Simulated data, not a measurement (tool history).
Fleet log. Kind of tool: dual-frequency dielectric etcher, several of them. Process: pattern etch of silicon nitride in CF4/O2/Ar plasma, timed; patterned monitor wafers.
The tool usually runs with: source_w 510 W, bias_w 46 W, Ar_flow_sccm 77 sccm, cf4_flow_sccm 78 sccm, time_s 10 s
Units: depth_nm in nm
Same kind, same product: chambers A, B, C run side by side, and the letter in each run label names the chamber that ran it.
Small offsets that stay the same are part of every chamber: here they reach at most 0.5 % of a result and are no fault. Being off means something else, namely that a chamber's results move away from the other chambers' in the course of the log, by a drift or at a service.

run	hour	source_w	bias_w	Ar_flow_sccm	cf4_flow_sccm	time_s	read-back reference wafer on the same gauge, depth_nm	depth_nm
1C	3.2	510	46	77	78	10	20.304	18.688
2B	7.5	510	46	77	78	10	20.301	18.860
3A	12.4	510	46	77	78	10	20.297	18.805
4B	17.7	510	46	77	78	10	20.306	18.782
5C	21.3	510	46	77	78	10	20.304	18.645
6A	25.5	510	46	77	78	10	20.303	18.816
7A	32.4	510	46	77	78	10	20.294	18.811
# hour 33.7: chamber B: CF4 flow controller replaced
8C	36.8	510	46	77	78	10	20.291	18.680
9B	43.5	510	46	77	78	10	20.292	18.748
10B	49.7	510	46	77	78	10	20.302	18.873
11C	55.2	510	46	77	78	10	20.295	18.584
12A	59.9	510	46	77	78	10	20.301	18.812
13C	63.5	510	46	77	78	10	20.295	18.670
14B	67.1	510	46	77	78	10	20.298	18.785
15A	74.1	510	46	77	78	10	20.297	18.858
# hour 80.5: chamber A: wet clean of the chamber
16C	81.0	420	55	77	78	10	20.287	16.800
17A	85.8	420	55	77	78	10	20.306	16.999
18B	89.5	420	55	77	78	10	20.298	16.955
19A	94.8	510	46	60	78	11	20.304	21.344
20C	99.9	510	46	60	78	11	20.289	21.057

Has any chamber moved away from the others, gradually or after a service, or does the common gauge drift, or do the chambers differ only by their own small steady offsets? State the chamber and the most likely cause if one applies.

Little by little, chamber C moves away from the other chambers.
Most likely cause: bias power that arrives under what is set, % = 4.47.
The log may not tell that from: etch rate under this chamber's usual, %; source power that arrives under what is set, %.

Here are 4 candidates for chamber C's next run, each the usual settings with a change, their results left as question marks. Which one brings its results back in line with what the others give on the usual settings?
In-line tolerance around the mean of the other chambers on the usual settings: depth_nm 0.150 nm
21C-1	104.9	510	46	77	75	10		?
21C-2	104.9	520	46	77	78	10		?
21C-3	104.9	510	46	74	78	10		?
21C-4	104.9	500	46	77	78	10		?

The other chambers' mean on the usual settings: depth_nm 18.814 nm
run	depth_nm
21C-1	18.369
21C-2	18.780
21C-3	18.558
21C-4	18.147
With 21C-2, the chamber falls back in line with the rest.
